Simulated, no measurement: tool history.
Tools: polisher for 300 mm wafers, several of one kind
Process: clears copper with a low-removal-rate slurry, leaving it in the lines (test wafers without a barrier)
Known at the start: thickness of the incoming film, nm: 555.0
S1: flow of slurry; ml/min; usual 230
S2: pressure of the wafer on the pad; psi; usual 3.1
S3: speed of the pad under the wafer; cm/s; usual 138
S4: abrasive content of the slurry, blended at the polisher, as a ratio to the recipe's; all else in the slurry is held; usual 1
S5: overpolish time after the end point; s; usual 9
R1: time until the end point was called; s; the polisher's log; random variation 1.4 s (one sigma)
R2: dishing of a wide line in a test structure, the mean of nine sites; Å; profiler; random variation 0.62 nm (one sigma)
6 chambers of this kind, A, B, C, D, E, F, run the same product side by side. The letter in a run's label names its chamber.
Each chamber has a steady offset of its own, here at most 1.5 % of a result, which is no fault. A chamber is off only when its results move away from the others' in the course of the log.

{"hour": 2.8, "done": "chamber D: slurry blender recalibrated"}
{"hour": 6.4, "done": "chamber B: slurry blender recalibrated"}
{"run": "1C", "hour": 8.5, "S1": 230, "S2": 3.1, "S3": 138, "S4": 1, "S5": 9, "R1": 143.43, "R2": 253.66}
{"hour": 10.3, "done": "chamber E: slurry blender recalibrated"}
{"run": "2F", "hour": 12.4, "S1": 230, "S2": 3.1, "S3": 138, "S4": 1, "S5": 9, "R1": 143.9, "R2": 248.65}
{"run": "3A", "hour": 19.1, "S1": 230, "S2": 3.1, "S3": 138, "S4": 1, "S5": 9, "R1": 146.44, "R2": 254.53}
{"hour": 19.6, "done": "chamber F: worn pad replaced by a new one"}
{"run": "4D", "hour": 24.3, "S1": 230, "S2": 3.1, "S3": 138, "S4": 1, "S5": 9, "R1": 141.61, "R2": 257.3}
{"hour": 26.1, "done": "chamber C: worn pad replaced by a new one"}
{"run": "5B", "hour": 29.3, "S1": 230, "S2": 3.1, "S3": 138, "S4": 1, "S5": 9, "R1": 140.91, "R2": 263.12}
{"run": "6E", "hour": 34.2, "S1": 230, "S2": 3.1, "S3": 138, "S4": 1, "S5": 9, "R1": 144.76, "R2": 247.63}
{"run": "7A", "hour": 40.2, "S1": 230, "S2": 3.1, "S3": 138, "S4": 1, "S5": 9, "R1": 144.95, "R2": 254.6}
{"run": "8F", "hour": 46.3, "S1": 230, "S2": 3.1, "S3": 138, "S4": 1, "S5": 9, "R1": 143.01, "R2": 258.39}
{"run": "9C", "hour": 55.1, "S1": 230, "S2": 3.1, "S3": 138, "S4": 1, "S5": 9, "R1": 143.79, "R2": 252.22}
{"run": "10E", "hour": 59.7, "S1": 230, "S2": 3.1, "S3": 138, "S4": 1, "S5": 9, "R1": 144.71, "R2": 250.77}
{"hour": 62.0, "done": "chamber A: slurry nozzle cleaned"}
{"run": "11B", "hour": 67.2, "S1": 230, "S2": 3.1, "S3": 138, "S4": 1, "S5": 9, "R1": 146.09, "R2": 259.51}
{"run": "12D", "hour": 73.0, "S1": 180, "S2": 3.1, "S3": 138, "S4": 1, "S5": 9, "R1": 148.65, "R2": 240.08}
{"run": "13A", "hour": 80.2, "S1": 180, "S2": 3.1, "S3": 138, "S4": 1, "S5": 9, "R1": 150.72, "R2": 245.09}
{"run": "14D", "hour": 88.1, "S1": 180, "S2": 3.1, "S3": 138, "S4": 1, "S5": 9, "R1": 145.73, "R2": 252.67}
{"hour": 89.3, "done": "chamber A: slurry blender recalibrated"}
{"hour": 90.3, "done": "chamber F: slurry nozzle cleaned"}
{"run": "15E", "hour": 95.5, "S1": 180, "S2": 3.1, "S3": 138, "S4": 1, "S5": 9, "R1": 149.73, "R2": 240.36}
{"hour": 97.9, "done": "chamber D: worn pad replaced by a new one"}
{"run": "16F", "hour": 103.0, "S1": 180, "S2": 3.1, "S3": 138, "S4": 1, "S5": 9, "R1": 148.69, "R2": 242.3}
{"run": "17C", "hour": 110.6, "S1": 180, "S2": 3.1, "S3": 138, "S4": 1, "S5": 9, "R1": 148.05, "R2": 245.55}
{"hour": 113.4, "done": "chamber B: worn pad replaced by a new one"}
{"run": "18B", "hour": 118.8, "S1": 230, "S2": 3.1, "S3": 138, "S4": 1, "S5": 9, "R1": 144.21, "R2": 268.61}
{"run": "19D", "hour": 123.8, "S1": 230, "S2": 3.1, "S3": 138, "S4": 1, "S5": 9, "R1": 140.55, "R2": 251.86}
{"hour": 124.1, "done": "chamber C: worn pad replaced by a new one"}
{"run": "20E", "hour": 130.3, "S1": 230, "S2": 3.1, "S3": 138, "S4": 1, "S5": 9, "R1": 144.4, "R2": 250.91}
{"run": "21B", "hour": 137.2, "S1": 230, "S2": 3.1, "S3": 104, "S4": 1, "S5": 7, "R1": 191.47, "R2": 154.07}
{"run": "22A", "hour": 145.8, "S1": 230, "S2": 3.1, "S3": 104, "S4": 1, "S5": 7, "R1": 192.19, "R2": 154.36}
{"run": "23F", "hour": 153.4, "S1": 230, "S2": 3.1, "S3": 104, "S4": 1, "S5": 7, "R1": 189.79, "R2": 147.64}
{"hour": 158.2, "done": "chamber A: worn pad replaced by a new one"}
{"run": "24C", "hour": 160.2, "S1": 230, "S2": 3.1, "S3": 104, "S4": 1, "S5": 7, "R1": 188.16, "R2": 152.27}
{"run": "25C", "hour": 166.3, "S1": 230, "S2": 3.1, "S3": 104, "S4": 1, "S5": 7, "R1": 186.4, "R2": 149.5}
{"run": "26E", "hour": 170.8, "S1": 230, "S2": 3.1, "S3": 104, "S4": 1, "S5": 7, "R1": 194.57, "R2": 150.69}
{"hour": 173.4, "done": "chamber D: head pressure recalibrated"}
{"hour": 175.3, "done": "chamber B: slurry blender recalibrated"}
{"run": "27F", "hour": 175.5, "S1": 230, "S2": 3.1, "S3": 138, "S4": 1, "S5": 9, "R1": 143.41, "R2": 251.73}
{"hour": 179.3, "done": "chamber C: slurry nozzle cleaned"}
{"run": "28B", "hour": 184.1, "S1": 300, "S2": 2.3, "S3": 138, "S4": 1, "S5": 9, "R1": 189.84, "R2": 197.39}
{"run": "29A", "hour": 188.2, "S1": 300, "S2": 2.3, "S3": 138, "S4": 1, "S5": 9, "R1": 193.58, "R2": 193.36}
{"hour": 193.9, "done": "chamber E: worn pad replaced by a new one"}
{"run": "30D", "hour": 195.7, "S1": 300, "S2": 2.3, "S3": 138, "S4": 1, "S5": 9, "R1": 186.38, "R2": 197.07}
{"hour": 196.3, "done": "chamber E: slurry nozzle cleaned"}
{"run": "31E", "hour": 203.8, "S1": 300, "S2": 2.3, "S3": 138, "S4": 1, "S5": 9, "R1": 189.91, "R2": 195.58}
{"run": "32B", "hour": 210.3, "S1": 300, "S2": 2.3, "S3": 138, "S4": 1, "S5": 9, "R1": 194.89, "R2": 204.27}
{"run": "33C", "hour": 214.8, "S1": 300, "S2": 2.3, "S3": 138, "S4": 1, "S5": 9, "R1": 186.5, "R2": 207.29}
{"run": "34F", "hour": 222.1, "S1": 230, "S2": 3.1, "S3": 138, "S4": 1, "S5": 9, "R1": 144.55, "R2": 251.24}
{"hour": 225.7, "done": "chamber D: worn pad replaced by a new one"}
{"run": "35D", "hour": 230.0, "S1": 230, "S2": 3.1, "S3": 138, "S4": 1, "S5": 9, "R1": 143.68, "R2": 262.64}
{"run": "36A", "hour": 238.1, "S1": 230, "S2": 3.1, "S3": 138, "S4": 1, "S5": 9, "R1": 145.17, "R2": 257.06}
{"run": "37A", "hour": 246.0, "S1": 230, "S2": 3.1, "S3": 138, "S4": 1, "S5": 9, "R1": 145.29, "R2": 254.83}

What goes on in this fleet: one chamber off, a drifting gauge, or nothing beyond the chambers' own small offsets? Name the chamber and the cause, if any.

No chamber stands off beyond its own small offset, and the gauge holds steady.
